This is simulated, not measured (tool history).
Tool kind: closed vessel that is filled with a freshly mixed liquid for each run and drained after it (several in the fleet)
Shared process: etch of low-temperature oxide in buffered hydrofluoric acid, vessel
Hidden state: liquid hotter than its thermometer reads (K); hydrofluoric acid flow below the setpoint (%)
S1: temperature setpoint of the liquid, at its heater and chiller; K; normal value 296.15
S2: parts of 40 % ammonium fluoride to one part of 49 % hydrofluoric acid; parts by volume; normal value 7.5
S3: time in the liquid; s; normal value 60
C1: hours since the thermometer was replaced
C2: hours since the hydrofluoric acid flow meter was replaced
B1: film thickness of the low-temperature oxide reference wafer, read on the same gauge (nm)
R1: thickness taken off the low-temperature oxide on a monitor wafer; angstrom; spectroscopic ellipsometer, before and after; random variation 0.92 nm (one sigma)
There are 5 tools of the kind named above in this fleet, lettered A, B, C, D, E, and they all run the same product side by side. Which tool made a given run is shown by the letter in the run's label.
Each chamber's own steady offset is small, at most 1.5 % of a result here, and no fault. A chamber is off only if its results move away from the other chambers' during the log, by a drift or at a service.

run,hour,S1,S2,S3,C1,C2,B1,R1
1C,5.8,296.15,7.5,60,1014.5,374.2,110.01,1679.1
2E,10.2,296.15,7.5,60,647.9,1479.5,110.02,1694.7
3D,18.1,296.15,7.5,60,981.5,1239.4,110.00,1666.9
4A,26.3,296.15,7.5,60,840.2,1203.7,110.00,1699.6
5B,34.2,296.15,7.5,60,354.4,2346.9,109.99,1674.1
6D,40.8,296.15,7.5,60,1004.2,1262.1,110.00,1668.6
7A,46.8,296.15,7.5,60,860.7,1224.2,110.00,1707.1
8B,53.2,296.15,7.5,60,373.4,2365.9,110.01,1677.2
9C,62.3,296.15,7.5,60,1071.0,430.7,110.00,1682.4
10E,70.2,296.15,7.5,40,707.9,1539.5,109.98,1139.1
11A,77.9,296.15,7.5,40,891.8,1255.3,110.02,1128.8
12D,85.1,296.15,7.5,40,1048.5,1306.4,110.01,1114.3
13E,93.6,296.15,7.5,40,731.3,1562.9,110.01,1138.2
14B,100.2,296.15,7.5,40,420.4,2412.9,110.00,1107.7
15C,106.2,296.15,7.5,60,1114.9,474.6,109.98,1705.0
16A,113.8,296.15,7.5,60,927.7,1291.2,110.00,1696.9
17C,119.7,296.15,7.5,60,1128.4,488.1,110.00,1672.9
18D,126.6,296.15,7.5,60,1090.0,1347.9,110.01,1680.5
19B,136.7,294.15,9.0,60,456.9,2449.4,110.01,1227.2
# hour 138.5: chamber E: thermometer replaced
20E,143.1,294.15,9.0,60,4.7,1612.4,110.01,1252.7
21C,148.3,294.15,9.0,60,1157.0,516.7,110.01,1234.1
# hour 149.3: chamber C: thermometer replaced
22A,156.8,294.15,9.0,60,970.7,1334.2,110.02,1246.4
23B,163.6,294.15,9.0,60,483.8,2476.3,110.00,1225.2
24E,172.2,296.15,7.5,60,33.8,1641.5,110.01,1704.9
25D,178.2,292.15,7.5,85,1141.6,1399.5,110.01,1920.3
26A,187.1,292.15,7.5,85,1001.0,1364.5,110.01,1912.0
27D,196.7,292.15,7.5,85,1160.1,1418.0,110.00,1903.7
# hour 203.5: chamber B: hydrofluoric acid flow meter replaced
28C,205.8,292.15,7.5,85,56.6,574.2,110.00,1901.8
29E,213.5,292.15,7.5,85,75.1,1682.8,110.00,1942.8
30B,218.3,296.15,7.5,60,538.5,14.9,110.02,1683.2
31B,227.7,296.15,7.5,60,547.9,24.3,109.99,1671.5
32A,237.5,296.15,7.5,60,1051.4,1414.9,110.00,1686.2
33C,246.9,296.15,7.5,60,97.7,615.3,110.01,1664.2
34E,255.4,296.15,7.5,60,117.0,1724.7,110.00,1714.2
35D,262.8,296.15,7.5,60,1226.2,1484.1,110.00,1690.1
36E,270.0,296.15,7.5,60,131.6,1739.3,110.00,1709.8
37A,274.4,296.15,7.5,60,1088.3,1451.8,109.99,1710.0
38D,281.0,296.15,7.5,60,1244.4,1502.3,110.01,1682.8
39B,289.1,296.15,7.5,60,609.3,85.7,110.01,1680.7
40C,298.4,296.15,7.5,60,149.2,666.8,110.01,1671.4
41E,307.9,296.15,10.0,60,169.5,1777.2,109.97,1309.6
42D,316.6,296.15,10.0,60,1280.0,1537.9,110.02,1281.0
43C,321.8,296.15,10.0,60,172.6,690.2,110.00,1285.2
44B,331.6,296.15,10.0,60,651.8,128.2,110.02,1289.5

Decide between three cases: one chamber stands off from its peers, the gauge reading all wafers drifts, or nothing is wrong past each chamber's small offset. Where a chamber is off, say which and what most likely put it there.

Beyond each chamber's small constant offset nothing stands out, and the gauge stays steady.

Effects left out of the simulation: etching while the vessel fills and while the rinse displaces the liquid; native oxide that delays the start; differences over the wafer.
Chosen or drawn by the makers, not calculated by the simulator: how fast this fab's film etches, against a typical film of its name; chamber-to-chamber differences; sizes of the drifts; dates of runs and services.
